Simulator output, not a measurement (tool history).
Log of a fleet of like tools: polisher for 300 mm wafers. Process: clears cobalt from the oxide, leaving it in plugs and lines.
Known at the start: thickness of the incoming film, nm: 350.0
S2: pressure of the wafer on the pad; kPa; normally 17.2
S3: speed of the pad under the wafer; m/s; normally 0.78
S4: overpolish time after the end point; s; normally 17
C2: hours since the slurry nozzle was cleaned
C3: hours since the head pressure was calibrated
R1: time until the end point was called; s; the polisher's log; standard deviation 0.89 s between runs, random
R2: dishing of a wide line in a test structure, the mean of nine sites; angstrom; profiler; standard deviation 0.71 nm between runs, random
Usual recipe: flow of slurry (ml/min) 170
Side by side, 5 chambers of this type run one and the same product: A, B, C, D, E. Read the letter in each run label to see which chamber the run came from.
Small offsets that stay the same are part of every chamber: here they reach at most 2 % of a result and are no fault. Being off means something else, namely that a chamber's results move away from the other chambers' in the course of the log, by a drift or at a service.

{"run": "1C", "hour": 8.2, "flow of slurry (ml/min)": 170, "S2": 17.2, "S3": 0.78, "S4": 17, "wafers polished on this pad": 915, "C2": 23.9, "C3": 1455.5, "R1": 64.118, "R2": 467.7}
{"hour": 14.9, "done": "chamber B: worn pad replaced by a new one"}
{"run": "2D", "hour": 15.0, "flow of slurry (ml/min)": 170, "S2": 17.2, "S3": 0.78, "S4": 17, "wafers polished on this pad": 264, "C2": 392.6, "C3": 202.2, "R1": 64.335, "R2": 457.89}
{"run": "3A", "hour": 22.0, "flow of slurry (ml/min)": 170, "S2": 17.2, "S3": 0.78, "S4": 17, "wafers polished on this pad": 371, "C2": 173.2, "C3": 384.9, "R1": 64.439, "R2": 468.58}
{"hour": 26.5, "done": "chamber E: worn pad replaced by a new one"}
{"run": "4E", "hour": 34.1, "flow of slurry (ml/min)": 170, "S2": 17.2, "S3": 0.78, "S4": 17, "wafers polished on this pad": 72, "C2": 587.7, "C3": 955.5, "R1": 64.787, "R2": 461.74}
{"run": "5B", "hour": 44.5, "flow of slurry (ml/min)": 170, "S2": 17.2, "S3": 0.78, "S4": 17, "wafers polished on this pad": 278, "C2": 491.3, "C3": 64.9, "R1": 63.052, "R2": 455.99}
{"hour": 47.9, "done": "chamber D: worn pad replaced by a new one"}
{"hour": 48.2, "done": "chamber A: worn pad replaced by a new one"}
{"hour": 54.9, "done": "chamber C: worn pad replaced by a new one"}
{"run": "6E", "hour": 55.8, "flow of slurry (ml/min)": 170, "S2": 17.2, "S3": 0.78, "S4": 17, "wafers polished on this pad": 276, "C2": 609.4, "C3": 977.2, "R1": 65.532, "R2": 481.79}
{"run": "7B", "hour": 61.3, "flow of slurry (ml/min)": 170, "S2": 17.2, "S3": 0.88, "S4": 17, "wafers polished on this pad": 436, "C2": 508.1, "C3": 81.7, "R1": 57.473, "R2": 498.44}
{"run": "8A", "hour": 66.9, "flow of slurry (ml/min)": 170, "S2": 17.2, "S3": 0.88, "S4": 17, "wafers polished on this pad": 176, "C2": 218.1, "C3": 429.8, "R1": 55.675, "R2": 492.02}
{"run": "9C", "hour": 73.7, "flow of slurry (ml/min)": 170, "S2": 17.2, "S3": 0.88, "S4": 17, "wafers polished on this pad": 177, "C2": 89.4, "C3": 1521.0, "R1": 58.198, "R2": 498.36}
{"run": "10D", "hour": 85.5, "flow of slurry (ml/min)": 170, "S2": 17.2, "S3": 0.88, "S4": 17, "wafers polished on this pad": 354, "C2": 463.1, "C3": 272.7, "R1": 56.952, "R2": 490.33}
{"run": "11A", "hour": 91.3, "flow of slurry (ml/min)": 170, "S2": 17.2, "S3": 0.88, "S4": 17, "wafers polished on this pad": 406, "C2": 242.5, "C3": 454.2, "R1": 57.414, "R2": 498.17}
{"run": "12E", "hour": 99.7, "flow of slurry (ml/min)": 170, "S2": 17.2, "S3": 0.78, "S4": 17, "wafers polished on this pad": 689, "C2": 653.3, "C3": 1021.1, "R1": 64.242, "R2": 486.9}
{"hour": 99.8, "done": "chamber B: worn pad replaced by a new one"}
{"hour": 106.5, "done": "chamber A: head pressure recalibrated"}
{"run": "13C", "hour": 110.7, "flow of slurry (ml/min)": 170, "S2": 17.2, "S3": 1.0, "S4": 17, "wafers polished on this pad": 525, "C2": 126.4, "C3": 1558.0, "R1": 50.33, "R2": 521.07}
{"hour": 113.3, "done": "chamber A: worn pad replaced by a new one"}
{"hour": 115.5, "done": "chamber D: worn pad replaced by a new one"}
{"run": "14B", "hour": 116.8, "flow of slurry (ml/min)": 170, "S2": 17.2, "S3": 1.0, "S4": 17, "wafers polished on this pad": 160, "C2": 563.6, "C3": 137.2, "R1": 49.752, "R2": 497.62}
{"hour": 118.1, "done": "chamber E: worn pad replaced by a new one"}
{"hour": 119.0, "done": "chamber E: head pressure recalibrated"}
{"run": "15D", "hour": 127.9, "flow of slurry (ml/min)": 170, "S2": 17.2, "S3": 1.0, "S4": 17, "wafers polished on this pad": 117, "C2": 505.5, "C3": 315.1, "R1": 50.933, "R2": 513.78}
{"run": "16D", "hour": 137.4, "flow of slurry (ml/min)": 170, "S2": 17.2, "S3": 1.0, "S4": 17, "wafers polished on this pad": 206, "C2": 515.0, "C3": 324.6, "R1": 49.8, "R2": 508.43}
{"hour": 138.2, "done": "chamber D: slurry nozzle cleaned"}
{"hour": 141.0, "done": "chamber C: head pressure recalibrated"}
{"run": "17B", "hour": 148.6, "flow of slurry (ml/min)": 170, "S2": 17.2, "S3": 1.0, "S4": 17, "wafers polished on this pad": 459, "C2": 595.4, "C3": 169.0, "R1": 49.624, "R2": 508.18}
{"run": "18C", "hour": 158.9, "flow of slurry (ml/min)": 170, "S2": 13.1, "S3": 0.78, "S4": 21, "wafers polished on this pad": 979, "C2": 174.6, "C3": 18.0, "R1": 85.325, "R2": 456.34}
{"run": "19E", "hour": 167.8, "flow of slurry (ml/min)": 170, "S2": 13.1, "S3": 0.78, "S4": 21, "wafers polished on this pad": 468, "C2": 721.4, "C3": 48.8, "R1": 91.836, "R2": 446.21}
{"run": "20A", "hour": 178.2, "flow of slurry (ml/min)": 170, "S2": 13.1, "S3": 0.78, "S4": 21, "wafers polished on this pad": 611, "C2": 329.4, "C3": 71.8, "R1": 84.581, "R2": 453.34}
{"hour": 178.5, "done": "chamber C: worn pad replaced by a new one"}
{"hour": 179.4, "done": "chamber A: worn pad replaced by a new one"}
{"hour": 182.1, "done": "chamber B: worn pad replaced by a new one"}
{"run": "21A", "hour": 190.6, "flow of slurry (ml/min)": 170, "S2": 13.1, "S3": 0.78, "S4": 21, "wafers polished on this pad": 106, "C2": 341.8, "C3": 84.2, "R1": 84.246, "R2": 453.3}
{"hour": 192.3, "done": "chamber D: worn pad replaced by a new one"}
{"run": "22D", "hour": 197.1, "flow of slurry (ml/min)": 170, "S2": 13.1, "S3": 0.78, "S4": 21, "wafers polished on this pad": 45, "C2": 58.9, "C3": 384.3, "R1": 84.584, "R2": 453.95}
{"hour": 202.4, "done": "chamber E: worn pad replaced by a new one"}
{"run": "23B", "hour": 204.7, "flow of slurry (ml/min)": 170, "S2": 17.2, "S3": 0.78, "S4": 17, "wafers polished on this pad": 212, "C2": 651.5, "C3": 225.1, "R1": 63.994, "R2": 462.92}
{"run": "24C", "hour": 212.9, "flow of slurry (ml/min)": 170, "S2": 17.2, "S3": 0.78, "S4": 17, "wafers polished on this pad": 323, "C2": 228.6, "C3": 72.0, "R1": 64.074, "R2": 479.03}
{"run": "25E", "hour": 223.5, "flow of slurry (ml/min)": 170, "S2": 17.2, "S3": 0.78, "S4": 17, "wafers polished on this pad": 198, "C2": 777.1, "C3": 104.5, "R1": 68.229, "R2": 445.2}
{"hour": 228.7, "done": "chamber A: slurry nozzle cleaned"}
{"run": "26B", "hour": 232.5, "flow of slurry (ml/min)": 170, "S2": 17.2, "S3": 0.78, "S4": 17, "wafers polished on this pad": 474, "C2": 679.3, "C3": 252.9, "R1": 64.563, "R2": 463.33}
{"hour": 234.4, "done": "chamber C: slurry nozzle cleaned"}
{"hour": 236.7, "done": "chamber A: worn pad replaced by a new one"}
{"run": "27D", "hour": 238.8, "flow of slurry (ml/min)": 170, "S2": 15.2, "S3": 0.78, "S4": 25, "wafers polished on this pad": 437, "C2": 100.6, "C3": 426.0, "R1": 72.293, "R2": 515.31}
{"run": "28E", "hour": 245.6, "flow of slurry (ml/min)": 170, "S2": 15.2, "S3": 0.78, "S4": 25, "wafers polished on this pad": 406, "C2": 799.2, "C3": 126.6, "R1": 79.158, "R2": 511.92}
{"run": "29C", "hour": 257.1, "flow of slurry (ml/min)": 170, "S2": 15.2, "S3": 0.78, "S4": 25, "wafers polished on this pad": 739, "C2": 22.8, "C3": 116.2, "R1": 73.84, "R2": 510.63}
{"hour": 257.7, "done": "chamber B: worn pad replaced by a new one"}
{"run": "30A", "hour": 263.2, "flow of slurry (ml/min)": 170, "S2": 15.2, "S3": 0.78, "S4": 25, "wafers polished on this pad": 250, "C2": 34.6, "C3": 156.8, "R1": 73.501, "R2": 518.02}
{"run": "31E", "hour": 268.6, "flow of slurry (ml/min)": 170, "S2": 15.2, "S3": 0.78, "S4": 25, "wafers polished on this pad": 623, "C2": 822.2, "C3": 149.6, "R1": 78.609, "R2": 502.45}
{"run": "32B", "hour": 274.5, "flow of slurry (ml/min)": 170, "S2": 17.2, "S3": 0.78, "S4": 17, "wafers polished on this pad": 158, "C2": 721.3, "C3": 294.9, "R1": 64.424, "R2": 485.19}

Read the log: is a single chamber off, either drifting away or since a service, is the gauge that measures every chamber drifting, or is nothing wrong beyond small per-chamber offsets? Name any odd chamber and what most likely caused it.

After it was serviced, chamber E no longer matches the other chambers.
Cause: head's pressure below its setpoint, % = 7.88.

Here are 4 candidates for chamber E's next run, each the usual settings with a change, their results left as question marks. Which one brings its results back in line with what the others give on the usual settings?
Maximum distance from the other chambers' mean on the usual settings for a result to count as in line: R1 3.100 s; R2 25.00 angstrom
{"run": "33E-1", "hour": 283.3, "flow of slurry (ml/min)": 170, "S2": 17.9, "S3": 0.82, "S4": 16, "R1": "?", "R2": "?"}
{"run": "33E-2", "hour": 283.3, "flow of slurry (ml/min)": 175, "S2": 18.6, "S3": 0.86, "S4": 16, "R1": "?", "R2": "?"}
{"run": "33E-3", "hour": 283.3, "flow of slurry (ml/min)": 170, "S2": 16.5, "S3": 0.74, "S4": 18, "R1": "?", "R2": "?"}
{"run": "33E-4", "hour": 283.3, "flow of slurry (ml/min)": 170, "S2": 15.9, "S3": 0.72, "S4": 18, "R1": "?", "R2": "?"}

What the other chambers average on the usual settings: R1 64.294 s; R2 467.05 angstrom
run=33E-1 R1=63.196 R2=465.60
run=33E-2 R1=57.760 R2=483.19
run=33E-3 R1=75.844 R2=452.97
run=33E-4 R1=81.319 R2=438.40
The right change is 33E-1: it brings the chamber back within the allowed miss of the others.

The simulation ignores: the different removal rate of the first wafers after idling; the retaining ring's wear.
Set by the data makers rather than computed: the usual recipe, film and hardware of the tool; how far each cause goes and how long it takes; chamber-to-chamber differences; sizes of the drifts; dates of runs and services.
